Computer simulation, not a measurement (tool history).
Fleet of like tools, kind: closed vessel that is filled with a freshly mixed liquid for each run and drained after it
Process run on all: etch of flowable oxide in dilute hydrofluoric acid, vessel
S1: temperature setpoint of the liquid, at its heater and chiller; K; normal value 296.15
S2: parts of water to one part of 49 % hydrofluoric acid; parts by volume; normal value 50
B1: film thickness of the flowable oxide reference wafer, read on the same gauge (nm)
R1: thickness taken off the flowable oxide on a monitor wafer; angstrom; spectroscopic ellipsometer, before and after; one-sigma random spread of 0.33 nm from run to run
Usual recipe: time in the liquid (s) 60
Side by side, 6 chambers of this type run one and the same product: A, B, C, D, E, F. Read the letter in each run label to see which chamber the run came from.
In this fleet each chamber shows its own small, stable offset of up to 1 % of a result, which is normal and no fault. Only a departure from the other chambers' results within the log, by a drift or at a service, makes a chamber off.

Run 1B, day 0.183: usual settings; B1 60.001. Result: R1 335.13 angstrom.
Run 2C, day 0.488: usual settings; B1 60.001. Result: R1 336.08 angstrom.
Run 3E, day 0.904: usual settings; B1 60.005. Result: R1 332.39 angstrom.
Run 4A, day 1.179: usual settings; B1 59.978. Result: R1 332.97 angstrom.
Run 5F, day 1.392: usual settings; B1 60.002. Result: R1 333.63 angstrom.
Run 6D, day 1.729: usual settings; B1 59.996. Result: R1 338.27 angstrom.
Run 7A, day 2.062: usual settings; B1 60.012. Result: R1 330.10 angstrom.
Run 8B, day 2.312: usual settings; B1 59.989. Result: R1 337.33 angstrom.
At day 2.608: chamber B: thermometer replaced.
Run 9F, day 2.721: usual settings; B1 60.014. Result: R1 333.57 angstrom.
Run 10D, day 2.988: usual settings; B1 59.996. Result: R1 342.68 angstrom.
Run 11C, day 3.183: usual settings; B1 59.993. Result: R1 330.40 angstrom.
Run 12E, day 3.562: usual settings; B1 60.021. Result: R1 326.18 angstrom.
Run 13D, day 3.758: usual settings; B1 60.010. Result: R1 340.90 angstrom.
Run 14C, day 4.138: usual settings; B1 60.004. Result: R1 331.98 angstrom.
Run 15F, day 4.325: usual settings; B1 59.988. Result: R1 336.21 angstrom.
Run 16E, day 4.633: usual settings but time in the liquid (s) 80; B1 59.976. Result: R1 443.58 angstrom.
Run 17A, day 4.825: usual settings but time in the liquid (s) 80; B1 60.005. Result: R1 425.91 angstrom.
Run 18B, day 5.179: usual settings but time in the liquid (s) 80; B1 60.026. Result: R1 448.38 angstrom.
Run 19F, day 5.383: usual settings but time in the liquid (s) 80; B1 59.976. Result: R1 446.66 angstrom.
Run 20C, day 5.658: usual settings but time in the liquid (s) 80; B1 60.006. Result: R1 447.37 angstrom.
Run 21E, day 5.892: usual settings but time in the liquid (s) 80; B1 59.993. Result: R1 446.41 angstrom.
Run 22B, day 6.200: usual settings; B1 59.997. Result: R1 340.82 angstrom.
Run 23A, day 6.625: usual settings but S1 297.65 K; B1 60.005. Result: R1 333.47 angstrom.
Run 24D, day 6.888: usual settings but S1 297.65 K; B1 60.005. Result: R1 361.15 angstrom.
Run 25B, day 7.150: usual settings but S1 297.65 K; B1 60.015. Result: R1 357.68 angstrom.
Run 26C, day 7.379: usual settings but S1 297.65 K; B1 60.020. Result: R1 353.02 angstrom.
Run 27D, day 7.617: usual settings but S1 297.65 K; B1 60.010. Result: R1 359.44 angstrom.
Run 28A, day 7.908: usual settings but S1 297.65 K; B1 60.000. Result: R1 328.23 angstrom.
Run 29E, day 8.317: usual settings; B1 60.016. Result: R1 332.20 angstrom.
Run 30F, day 8.550: usual settings; B1 59.976. Result: R1 339.05 angstrom.
Run 31B, day 8.883: usual settings; B1 59.992. Result: R1 339.36 angstrom.
Run 32F, day 9.175: usual settings; B1 60.004. Result: R1 335.05 angstrom.
Run 33C, day 9.562: usual settings; B1 59.984. Result: R1 331.44 angstrom.
Run 34D, day 9.783: usual settings; B1 60.014. Result: R1 342.73 angstrom.
At day 9.954: chamber E: hydrofluoric acid flow meter replaced.
Run 35E, day 10.083: usual settings; B1 59.987. Result: R1 335.66 angstrom.
Run 36A, day 10.467: usual settings but S1 292.65 K, time in the liquid (s) 35; B1 60.009. Result: R1 145.73 angstrom.

For the next run the whole fleet of 6 chambers uses the same settings. Give each chamber's results:
Run 37A, day 10.771: usual settings but time in the liquid (s) 35. Result: R1 ?.
Run 37B, day 10.771: usual settings but time in the liquid (s) 35. Result: R1 ?.
Run 37C, day 10.771: usual settings but time in the liquid (s) 35. Result: R1 ?.
Run 37D, day 10.771: usual settings but time in the liquid (s) 35. Result: R1 ?.
Run 37E, day 10.771: usual settings but time in the liquid (s) 35. Result: R1 ?.
Run 37F, day 10.771: usual settings but time in the liquid (s) 35. Result: R1 ?.

run      R1
37A  167.76
37B  197.12
37C  196.02
37D  198.66
37E  194.88
37F  198.28
